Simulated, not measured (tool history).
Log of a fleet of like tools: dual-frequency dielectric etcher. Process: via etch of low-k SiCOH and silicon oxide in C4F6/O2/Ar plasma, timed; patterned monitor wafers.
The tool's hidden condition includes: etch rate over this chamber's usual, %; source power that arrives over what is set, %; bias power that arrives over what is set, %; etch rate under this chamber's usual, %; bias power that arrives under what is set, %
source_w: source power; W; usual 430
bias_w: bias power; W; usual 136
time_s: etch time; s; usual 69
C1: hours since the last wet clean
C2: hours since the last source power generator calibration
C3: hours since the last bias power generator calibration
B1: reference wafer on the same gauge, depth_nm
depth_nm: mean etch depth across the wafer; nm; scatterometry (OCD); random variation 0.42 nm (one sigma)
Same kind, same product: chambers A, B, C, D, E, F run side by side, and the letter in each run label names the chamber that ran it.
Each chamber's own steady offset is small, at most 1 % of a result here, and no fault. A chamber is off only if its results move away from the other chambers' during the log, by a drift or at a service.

run 1A day=0.208 | source_w=430 bias_w=136 time_s=69 | C1=499.5 C2=596.3 C3=2429.2 | B1=162.07 | depth_nm=171.31
run 2D day=0.346 | source_w=430 bias_w=136 time_s=69 | C1=404.1 C2=857.3 C3=1484.7 | B1=161.98 | depth_nm=170.12
run 3E day=0.517 | source_w=430 bias_w=136 time_s=69 | C1=314.9 C2=2469.2 C3=2426.1 | B1=162.02 | depth_nm=169.36
-- day=0.65 chamber A: wet clean of the chamber
run 4F day=0.667 | source_w=430 bias_w=136 time_s=69 | C1=271.2 C2=2049.2 C3=90.4 | B1=161.95 | depth_nm=170.75
run 5B day=0.862 | source_w=430 bias_w=136 time_s=69 | C1=110.6 C2=1203.4 C3=781 | B1=161.96 | depth_nm=168.44
run 6C day=0.971 | source_w=430 bias_w=136 time_s=69 | C1=332.6 C2=2322.1 C3=2925.9 | B1=162.02 | depth_nm=171.29
run 7A day=1.188 | source_w=430 bias_w=136 time_s=69 | C1=12.9 C2=619.8 C3=2452.7 | B1=161.93 | depth_nm=171
run 8C day=1.392 | source_w=430 bias_w=136 time_s=69 | C1=342.7 C2=2332.2 C3=2936 | B1=162 | depth_nm=170.73
run 9B day=1.496 | source_w=430 bias_w=160 time_s=83 | C1=125.8 C2=1218.6 C3=796.2 | B1=161.91 | depth_nm=212.63
run 10E day=1.675 | source_w=430 bias_w=160 time_s=83 | C1=342.7 C2=2497 C3=2453.9 | B1=161.99 | depth_nm=214.07
run 11F day=1.829 | source_w=430 bias_w=160 time_s=83 | C1=299.1 C2=2077.1 C3=118.3 | B1=162.1 | depth_nm=216.78
run 12D day=2.017 | source_w=430 bias_w=160 time_s=83 | C1=444.2 C2=897.4 C3=1524.8 | B1=161.98 | depth_nm=216.44
run 13E day=2.225 | source_w=430 bias_w=160 time_s=83 | C1=355.9 C2=2510.2 C3=2467.1 | B1=162.04 | depth_nm=213
run 14C day=2.396 | source_w=430 bias_w=160 time_s=83 | C1=366.8 C2=2356.3 C3=2960.1 | B1=162 | depth_nm=216.23
run 15D day=2.55 | source_w=430 bias_w=164 time_s=59 | C1=457 C2=910.2 C3=1537.6 | B1=161.97 | depth_nm=154.04
run 16A day=2.658 | source_w=430 bias_w=164 time_s=59 | C1=48.2 C2=655.1 C3=2488 | B1=162.04 | depth_nm=154.49
run 17B day=2.821 | source_w=430 bias_w=164 time_s=59 | C1=157.6 C2=1250.4 C3=828 | B1=161.95 | depth_nm=151.57
run 18F day=2.975 | source_w=430 bias_w=164 time_s=59 | C1=326.6 C2=2104.6 C3=145.8 | B1=162.05 | depth_nm=153.84
run 19B day=3.138 | source_w=430 bias_w=164 time_s=59 | C1=165.2 C2=1258 C3=835.6 | B1=162.09 | depth_nm=152.02
run 20F day=3.308 | source_w=430 bias_w=164 time_s=59 | C1=334.6 C2=2112.6 C3=153.8 | B1=162.17 | depth_nm=154.55
run 21E day=3.5 | source_w=430 bias_w=136 time_s=69 | C1=386.5 C2=2540.8 C3=2497.7 | B1=162.06 | depth_nm=169.92
run 22D day=3.612 | source_w=430 bias_w=136 time_s=69 | C1=482.5 C2=935.7 C3=1563.1 | B1=161.91 | depth_nm=170.41
run 23A day=3.775 | source_w=430 bias_w=136 time_s=69 | C1=75 C2=681.9 C3=2514.8 | B1=162.1 | depth_nm=171.46
run 24C day=3.917 | source_w=430 bias_w=136 time_s=69 | C1=403.3 C2=2392.8 C3=2996.6 | B1=162.05 | depth_nm=171.51
run 25A day=4.033 | source_w=430 bias_w=136 time_s=69 | C1=81.2 C2=688.1 C3=2521 | B1=162.03 | depth_nm=171.52
run 26D day=4.204 | source_w=430 bias_w=136 time_s=69 | C1=496.7 C2=949.9 C3=1577.3 | B1=161.9 | depth_nm=170.07
run 27C day=4.421 | source_w=430 bias_w=136 time_s=69 | C1=415.4 C2=2404.9 C3=3008.7 | B1=162.05 | depth_nm=170.75
run 28F day=4.546 | source_w=430 bias_w=136 time_s=69 | C1=364.3 C2=2142.3 C3=183.5 | B1=161.99 | depth_nm=168.71
run 29E day=4.758 | source_w=430 bias_w=136 time_s=62 | C1=416.7 C2=2571 C3=2527.9 | B1=161.97 | depth_nm=151.77
run 30B day=4.95 | source_w=430 bias_w=136 time_s=62 | C1=208.7 C2=1301.5 C3=879.1 | B1=162.06 | depth_nm=152.04
run 31E day=5.075 | source_w=430 bias_w=136 time_s=62 | C1=424.3 C2=2578.6 C3=2535.5 | B1=162 | depth_nm=151.88
run 32B day=5.238 | source_w=430 bias_w=136 time_s=62 | C1=215.6 C2=1308.4 C3=886 | B1=162.03 | depth_nm=151.59
run 33C day=5.433 | source_w=430 bias_w=136 time_s=62 | C1=439.7 C2=2429.2 C3=3033 | B1=162.04 | depth_nm=152.71
run 34A day=5.529 | source_w=430 bias_w=136 time_s=62 | C1=117.1 C2=724 C3=2556.9 | B1=162.11 | depth_nm=153.8
run 35F day=5.638 | source_w=430 bias_w=136 time_s=69 | C1=390.5 C2=2168.5 C3=209.7 | B1=162 | depth_nm=167.09
run 36D day=5.812 | source_w=370 bias_w=114 time_s=69 | C1=535.3 C2=988.5 C3=1615.9 | B1=161.98 | depth_nm=152.75

Does one chamber stand apart from the rest, does the shared gauge drift, or is all well apart from small per-chamber offsets? Give the chamber and the most likely cause, where there is one.

Chamber F drifts away from the others.
What lies behind it: etch rate under this chamber's usual, % = 2.51.

Which of the 4 candidates below, each the usual settings with something changed and its results left as question marks, puts chamber F back in line with what the other chambers give on the usual settings?
Counts as in line when no further than this from what the other chambers average on the usual settings: depth_nm 1.5 nm
run 37F-1 day=5.971 | source_w=430 bias_w=136 time_s=67.5 | depth_nm=?
run 37F-2 day=5.971 | source_w=480 bias_w=136 time_s=69 | depth_nm=?
run 37F-3 day=5.971 | source_w=430 bias_w=135 time_s=66.5 | depth_nm=?
run 37F-4 day=5.971 | source_w=430 bias_w=145 time_s=69 | depth_nm=?

On the usual settings, the other chambers give on average: depth_nm 169.91 nm
run=37F-1 depth_nm=162.76
run=37F-2 depth_nm=173.76
run=37F-3 depth_nm=159.99
run=37F-4 depth_nm=169.61
It is 37F-4 that realigns the chamber with its peers.
